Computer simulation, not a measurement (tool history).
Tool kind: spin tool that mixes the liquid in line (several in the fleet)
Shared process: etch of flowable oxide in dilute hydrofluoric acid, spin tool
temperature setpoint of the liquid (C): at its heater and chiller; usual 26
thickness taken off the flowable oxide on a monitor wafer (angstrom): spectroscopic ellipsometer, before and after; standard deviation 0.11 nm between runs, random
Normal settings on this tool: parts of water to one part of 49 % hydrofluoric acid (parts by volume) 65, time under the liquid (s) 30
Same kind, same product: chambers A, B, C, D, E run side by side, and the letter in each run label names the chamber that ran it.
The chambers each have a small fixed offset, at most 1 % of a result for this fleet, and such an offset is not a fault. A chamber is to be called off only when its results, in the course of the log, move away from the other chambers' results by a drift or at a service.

run    day  temperature setpoint of the liquid (C)  parts of water to one part of 49 % hydrofluoric acid (parts by volume)  time under the liquid (s)  read-back film thickness of the flowable oxide reference wafer, read on the same gauge (nm)  thickness taken off the flowable oxide on a monitor wafer (angstrom)
 1C  0.154                                      26                                                                      65                         30                                                                                          100                                                                149.65
 2B  0.383                                      26                                                                      65                         30                                                                                       99.998                                                                148.27
 3D  0.629                                      26                                                                      65                         30                                                                                       99.973                                                                150.15
 4E  0.846                                      26                                                                      65                         30                                                                                       100.05                                                                 148.1
 5A  1.017                                      26                                                                      65                         30                                                                                       100.04                                                                147.87
 6D  1.288                                      26                                                                      65                         30                                                                                       99.988                                                                150.36
 7E  1.467                                      26                                                                      65                         30                                                                                          100                                                                149.93
 8B  1.662                                      26                                                                      65                         30                                                                                          100                                                                148.31
 9A  1.875                                      26                                                                      45                         35                                                                                       100.03                                                                256.57
10C  2.121                                      26                                                                      45                         35                                                                                       100.02                                                                262.49
11C  2.396                                      26                                                                      45                         35                                                                                        99.99                                                                263.24
12B  2.671                                      26                                                                      45                         35                                                                                        99.97                                                                259.73
13A  2.892                                      26                                                                      45                         35                                                                                       99.964                                                                253.14
14D    3.1                                      26                                                                      65                         30                                                                                       99.981                                                                 149.1
15E  3.321                                      26                                                                      65                         30                                                                                       100.03                                                                151.93
16C  3.604                                      26                                                                      65                         30                                                                                          100                                                                148.89
17B  3.933                                      26                                                                      65                         30                                                                                       100.03                                                                148.67
18D  4.212                                      26                                                                      65                         30                                                                                       99.953                                                                151.01
19E  4.496                                      26                                                                      65                         30                                                                                       100.01                                                                149.05
20A  4.725                                      26                                                                      65                         30                                                                                       99.978                                                                141.77
21C  4.971                                    28.5                                                                      65                         30                                                                                       99.995                                                                164.64
22B  5.117                                    28.5                                                                      65                         30                                                                                          100                                                                165.21
23E  5.412                                    28.5                                                                      65                         30                                                                                       100.04                                                                164.89
24D   5.65                                    28.5                                                                      65                         30                                                                                       99.999                                                                163.65
25A  5.804                                    28.5                                                                      65                         30                                                                                       99.995                                                                153.25
26B  6.054                                      26                                                                      45                         30                                                                                       100.01                                                                220.73
27E  6.288                                      26                                                                      45                         30                                                                                          100                                                                222.45
28A  6.575                                      26                                                                      45                         30                                                                                       99.976                                                                201.85
29C  6.717                                      26                                                                      45                         30                                                                                          100                                                                222.09
30D  6.867                                      26                                                                      45                         30                                                                                       100.01                                                                221.14
31D  7.067                                      26                                                                      45                         20                                                                                       100.02                                                                149.89

All chambers now run identical settings, listed one chamber a line with results as question marks. What results will each chamber show?
32A  7.308                                      28                                                                      65                         30                                                                                                                                                                  ?
32B  7.308                                      28                                                                      65                         30                                                                                                                                                                  ?
32C  7.308                                      28                                                                      65                         30                                                                                                                                                                  ?
32D  7.308                                      28                                                                      65                         30                                                                                                                                                                  ?
32E  7.308                                      28                                                                      65                         30                                                                                                                                                                  ?

run  thickness taken off the flowable oxide on a monitor wafer (angstrom)
32A                                                                145.23
32B                                                                 160.9
32C                                                                160.01
32D                                                                 161.7
32E                                                                161.56

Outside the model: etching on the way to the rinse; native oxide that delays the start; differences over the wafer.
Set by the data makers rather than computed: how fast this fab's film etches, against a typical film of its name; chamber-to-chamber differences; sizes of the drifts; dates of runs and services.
